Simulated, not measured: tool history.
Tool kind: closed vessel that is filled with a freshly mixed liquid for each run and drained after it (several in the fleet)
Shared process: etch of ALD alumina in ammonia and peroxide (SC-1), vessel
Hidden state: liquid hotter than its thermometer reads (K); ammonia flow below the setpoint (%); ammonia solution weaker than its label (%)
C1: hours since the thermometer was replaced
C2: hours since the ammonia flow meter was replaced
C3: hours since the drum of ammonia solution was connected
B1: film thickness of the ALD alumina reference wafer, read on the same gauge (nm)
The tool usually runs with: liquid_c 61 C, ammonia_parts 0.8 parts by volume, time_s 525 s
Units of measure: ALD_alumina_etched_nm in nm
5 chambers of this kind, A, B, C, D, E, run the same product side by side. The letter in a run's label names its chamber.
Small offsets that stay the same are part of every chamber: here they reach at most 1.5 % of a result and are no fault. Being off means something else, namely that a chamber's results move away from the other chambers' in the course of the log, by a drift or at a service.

Run 1E, day 0.546: usual settings; C1 975; C2 544.9; C3 378.3; B1 99.992. Result: ALD_alumina_etched_nm 39.991 nm.
Run 2A, day 0.829: usual settings; C1 703.7; C2 752.5; C3 190.3; B1 100.04. Result: ALD_alumina_etched_nm 40.104 nm.
At day 1.2: chamber E: new drum of ammonia solution connected.
Run 3C, day 1.329: usual settings; C1 177.5; C2 696.7; C3 914; B1 100.04. Result: ALD_alumina_etched_nm 39.617 nm.
Run 4B, day 1.625: usual settings; C1 162.6; C2 257.2; C3 563.3; B1 100.01. Result: ALD_alumina_etched_nm 39.87 nm.
At day 1.771: chamber D: new drum of ammonia solution connected.
Run 5D, day 2.133: usual settings; C1 1342.7; C2 211.5; C3 8.7; B1 99.984. Result: ALD_alumina_etched_nm 39.871 nm.
Run 6C, day 2.554: usual settings; C1 206.9; C2 726.1; C3 943.4; B1 100.02. Result: ALD_alumina_etched_nm 39.589 nm.
Run 7A, day 3.1: usual settings; C1 758.2; C2 807; C3 244.8; B1 99.997. Result: ALD_alumina_etched_nm 40.506 nm.
At day 3.138: chamber C: new drum of ammonia solution connected.
Run 8E, day 3.412: usual settings; C1 1043.8; C2 613.7; C3 53.2; B1 100.03. Result: ALD_alumina_etched_nm 40.026 nm.
Run 9D, day 3.85: usual settings; C1 1383.9; C2 252.7; C3 49.9; B1 99.964. Result: ALD_alumina_etched_nm 40.109 nm.
Run 10B, day 4.242: usual settings but liquid_c 66 C, time_s 785 s; C1 225.4; C2 320; C3 626.1; B1 100. Result: ALD_alumina_etched_nm 76.926 nm.
Run 11C, day 4.629: usual settings but liquid_c 66 C, time_s 785 s; C1 256.7; C2 775.9; C3 35.8; B1 99.993. Result: ALD_alumina_etched_nm 76.668 nm.
Run 12E, day 4.883: usual settings but liquid_c 66 C, time_s 785 s; C1 1079.1; C2 649; C3 88.5; B1 99.98. Result: ALD_alumina_etched_nm 76.151 nm.
At day 5.179: chamber E: thermometer replaced.
Run 13D, day 5.188: usual settings but liquid_c 66 C, time_s 785 s; C1 1416; C2 284.8; C3 82; B1 99.996. Result: ALD_alumina_etched_nm 76.471 nm.
Run 14A, day 5.517: usual settings but liquid_c 66 C, time_s 785 s; C1 816.2; C2 865; C3 302.8; B1 100.02. Result: ALD_alumina_etched_nm 78.784 nm.
At day 5.917: chamber A: new drum of ammonia solution connected.
Run 15B, day 5.992: usual settings; C1 267.4; C2 362; C3 668.1; B1 100.02. Result: ALD_alumina_etched_nm 40.101 nm.
At day 6.138: chamber E: ammonia flow meter replaced.
Run 16A, day 6.425: usual settings; C1 838; C2 886.8; C3 12.2; B1 99.977. Result: ALD_alumina_etched_nm 40.978 nm.
Run 17E, day 6.933: usual settings; C1 42.2; C2 19.1; C3 137.7; B1 100.06. Result: ALD_alumina_etched_nm 40.034 nm.
Run 18C, day 7.446: usual settings; C1 324.3; C2 843.5; C3 103.4; B1 99.998. Result: ALD_alumina_etched_nm 39.521 nm.
Run 19D, day 7.758: usual settings but ammonia_parts 1 parts by volume; C1 1477.7; C2 346.5; C3 143.7; B1 99.981. Result: ALD_alumina_etched_nm 40.655 nm.
Run 20B, day 8.2: usual settings but ammonia_parts 1 parts by volume; C1 320.4; C2 415; C3 721.1; B1 99.957. Result: ALD_alumina_etched_nm 40.605 nm.
Run 21E, day 8.475: usual settings but ammonia_parts 1 parts by volume; C1 79.2; C2 56.1; C3 174.7; B1 99.983. Result: ALD_alumina_etched_nm 40.977 nm.
Run 22D, day 8.867: usual settings but ammonia_parts 1 parts by volume; C1 1504.3; C2 373.1; C3 170.3; B1 99.987. Result: ALD_alumina_etched_nm 41.046 nm.
Run 23C, day 9.267: usual settings but ammonia_parts 1 parts by volume; C1 368; C2 887.2; C3 147.1; B1 100.01. Result: ALD_alumina_etched_nm 40.516 nm.
Run 24A, day 9.525: usual settings; C1 912.4; C2 961.2; C3 86.6; B1 100.02. Result: ALD_alumina_etched_nm 41.572 nm.
Run 25B, day 9.825: usual settings; C1 359.4; C2 454; C3 760.1; B1 100.03. Result: ALD_alumina_etched_nm 40.451 nm.
Run 26C, day 10.304: usual settings; C1 392.9; C2 912.1; C3 172; B1 100. Result: ALD_alumina_etched_nm 39.548 nm.
Run 27D, day 10.812: usual settings; C1 1551; C2 419.8; C3 217; B1 99.991. Result: ALD_alumina_etched_nm 40.388 nm.
Run 28A, day 11.075: usual settings; C1 949.6; C2 998.4; C3 123.8; B1 100.01. Result: ALD_alumina_etched_nm 42.044 nm.
Run 29E, day 11.458: usual settings; C1 150.8; C2 127.7; C3 246.3; B1 99.983. Result: ALD_alumina_etched_nm 39.837 nm.
Run 30B, day 11.871: usual settings; C1 408.5; C2 503.1; C3 809.2; B1 100.02. Result: ALD_alumina_etched_nm 40.206 nm.
Run 31E, day 12.283: usual settings; C1 170.6; C2 147.5; C3 266.1; B1 100.02. Result: ALD_alumina_etched_nm 40.038 nm.

Which is it: a chamber that has drifted or been left off by a service, a gauge drift common to all chambers, or only each chamber's usual small offset? If a chamber is off, name it and its likeliest cause.

Chamber A drifts away from the others.
Cause: liquid hotter than its thermometer reads (K) = 0.85.

Which of the 4 candidates below, each the usual settings with something changed and its results left as question marks, puts chamber A back in line with what the other chambers give on the usual settings?
A result is in line if it is within this distance of the other chambers' mean on the usual settings: ALD_alumina_etched_nm 0.8 nm
Run 32A-1, day 12.683: usual settings but liquid_c 61.5 C, time_s 540 s. Result: ALD_alumina_etched_nm ?.
Run 32A-2, day 12.683: usual settings but liquid_c 62 C, time_s 560 s. Result: ALD_alumina_etched_nm ?.
Run 32A-3, day 12.683: usual settings but liquid_c 59 C. Result: ALD_alumina_etched_nm ?.
Run 32A-4, day 12.683: usual settings but liquid_c 60.5 C, time_s 510 s. Result: ALD_alumina_etched_nm ?.

Other chambers, usual settings, mean: ALD_alumina_etched_nm 39.911 nm
  run  ALD_alumina_etched_nm
32A-1                 44.269
32A-2                 47.105
32A-3                 37.816
32A-4                 39.704
32A-4 is the one that brings the chamber's results back in line with the other chambers.

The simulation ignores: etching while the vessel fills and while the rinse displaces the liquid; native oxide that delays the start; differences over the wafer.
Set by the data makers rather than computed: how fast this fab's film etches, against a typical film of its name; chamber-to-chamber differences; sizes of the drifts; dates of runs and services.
